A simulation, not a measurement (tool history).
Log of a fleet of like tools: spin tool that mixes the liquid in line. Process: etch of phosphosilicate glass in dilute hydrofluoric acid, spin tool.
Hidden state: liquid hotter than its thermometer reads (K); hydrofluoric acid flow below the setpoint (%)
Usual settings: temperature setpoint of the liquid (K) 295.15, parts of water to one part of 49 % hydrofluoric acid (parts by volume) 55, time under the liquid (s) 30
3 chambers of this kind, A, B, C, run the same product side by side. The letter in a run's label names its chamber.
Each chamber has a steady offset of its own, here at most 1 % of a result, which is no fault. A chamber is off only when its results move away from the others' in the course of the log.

run   hour  temperature setpoint of the liquid (K)  parts of water to one part of 49 % hydrofluoric acid (parts by volume)  time under the liquid (s)  hours since the thermometer was replaced  hours since the hydrofluoric acid flow meter was replaced  read-back film thickness of the phosphosilicate glass reference wafer, read on the same gauge (nm)  thickness taken off the phosphosilicate glass on a monitor wafer (Å)
 1A    6.9                                  295.15                                                                      55                         30                                     887.5                                                      812.7                                                                                              90.003                                                                 611.5
 2B     12                                  295.15                                                                      55                         30                                     138.2                                                      111.6                                                                                              89.967                                                                611.81
 3C   15.6                                  295.15                                                                      55                         30                                     852.4                                                     2390.2                                                                                                  90                                                                611.94
 4C   19.1                                  295.15                                                                      55                         30                                     855.9                                                     2393.7                                                                                              90.006                                                                619.18
 5B   24.8                                  295.15                                                                      55                         30                                       151                                                      124.4                                                                                              89.989                                                                619.17
 6A   30.2                                  295.15                                                                      55                         30                                     910.8                                                        836                                                                                              89.969                                                                610.25
      33.7  -- chamber C: hydrofluoric acid flow meter replaced
 7A   36.3                                  295.15                                                                      55                         30                                     916.9                                                      842.1                                                                                              90.021                                                                610.76
 8C   43.2                                  295.15                                                                      55                         30                                       880                                                        9.6                                                                                              89.978                                                                624.57
 9B   50.1                                  295.15                                                                      55                         30                                     176.3                                                      149.7                                                                                              89.983                                                                606.06
10B   53.3                                  295.15                                                                      40                         15                                     179.5                                                      152.9                                                                                              90.016                                                                429.78
11C   58.6                                  295.15                                                                      40                         15                                     895.4                                                         25                                                                                              89.996                                                                 434.9
12A   64.7                                  295.15                                                                      40                         15                                     945.3                                                      870.5                                                                                               89.96                                                                418.14
13A   69.8                                  295.15                                                                      55                         30                                     950.4                                                      875.6                                                                                              90.033                                                                597.88
14C   73.6                                  299.65                                                                      55                         30                                     910.4                                                         40                                                                                              90.017                                                                 738.9
15B     77                                  299.65                                                                      55                         30                                     203.2                                                      176.6                                                                                              89.977                                                                732.35
16A   81.3                                  299.65                                                                      55                         30                                     961.9                                                      887.1                                                                                              89.964                                                                704.78
17C     87                                  295.15                                                                      55                         30                                     923.8                                                       53.4                                                                                              90.001                                                                631.58
18B   93.2                                  295.15                                                                      55                         30                                     219.4                                                      192.8                                                                                              90.011                                                                622.66
19C   97.3                                  295.15                                                                      55                         30                                     934.1                                                       63.7                                                                                              90.002                                                                609.06
      97.8  -- chamber C: thermometer replaced
20B  102.5                                  295.15                                                                      55                         30                                     228.7                                                      202.1                                                                                              89.969                                                                608.75
21A    109                                  295.15                                                                      55                         30                                     989.6                                                      914.8                                                                                              90.014                                                                580.86
22C  114.6                                  295.15                                                                      55                         30                                      16.8                                                         81                                                                                              89.978                                                                 620.2
23B  118.8                                  295.15                                                                      55                         30                                       245                                                      218.4                                                                                              90.025                                                                613.78
24A  123.8                                  295.15                                                                      55                         30                                    1004.4                                                      929.6                                                                                              89.974                                                                 570.6
25B  130.4                                  295.15                                                                      55                         30                                     256.6                                                        230                                                                                              90.044                                                                610.35
     133.9  -- chamber A: thermometer replaced
26A  134.9                                  295.15                                                                      30                         40                                       1.1                                                      940.7                                                                                              90.001                                                                1449.1
27C  140.4                                  295.15                                                                      30                         40                                      42.6                                                      106.8                                                                                              90.028                                                                1572.8
28B  146.1                                  295.15                                                                      30                         40                                     272.3                                                      245.7                                                                                              90.053                                                                1586.2
29A  152.6                                  295.15                                                                      55                         30                                      18.8                                                      958.4                                                                                              89.998                                                                560.87
30C  158.5                                  295.15                                                                      55                         30                                      60.7                                                      124.9                                                                                              89.963                                                                616.42
31A  164.2                                  297.65                                                                      80                         30                                      30.4                                                        970                                                                                              89.982                                                                 411.9
32C  169.4                                  297.65                                                                      80                         30                                      71.6                                                      135.8                                                                                              89.983                                                                452.79
33B  172.9                                  297.65                                                                      80                         30                                     299.1                                                      272.5                                                                                              90.017                                                                448.39
34B  177.2                                  296.65                                                                      55                         30                                     303.4                                                      276.8                                                                                              89.984                                                                656.06
35C  180.9                                  296.65                                                                      55                         30                                      83.1                                                      147.3                                                                                              89.999                                                                646.73
36A  185.1                                  296.65                                                                      55                         30                                      51.3                                                      990.9                                                                                              90.005                                                                 585.1
37C  190.3                                  295.15                                                                      55                         30                                      92.5                                                      156.7                                                                                              89.988                                                                621.63

What goes on in this fleet: one chamber off, a drifting gauge, or nothing beyond the chambers' own small offsets? Name the chamber and the cause, if any.

Chamber A drifts away from the others.
Cause: hydrofluoric acid flow below the setpoint (%) = 10.3.

Here are 4 candidates for chamber A's next run, each the usual settings with a change, their results left as question marks. Which one brings its results back in line with what the others give on the usual settings?
In line means no further than this from the other chambers' mean on the usual settings: thickness taken off the phosphosilicate glass on a monitor wafer (Å) 19
38A-1  195.3                                  294.65                                                                      60                         30                                                                                                                                                                                                                                                                              ?
38A-2  195.3                                  294.15                                                                      55                         30                                                                                                                                                                                                                                                                              ?
38A-3  195.3                                  295.15                                                                      50                         30                                                                                                                                                                                                                                                                              ?
38A-4  195.3                                  296.15                                                                      55                         30                                                                                                                                                                                                                                                                              ?

The other chambers' mean on the usual settings: thickness taken off the phosphosilicate glass on a monitor wafer (Å) 612.55
  run  thickness taken off the phosphosilicate glass on a monitor wafer (Å)
38A-1                                                                486.04
38A-2                                                                521.98
38A-3                                                                602.15
38A-4                                                                567.58
38A-3 brings the chamber back in line.
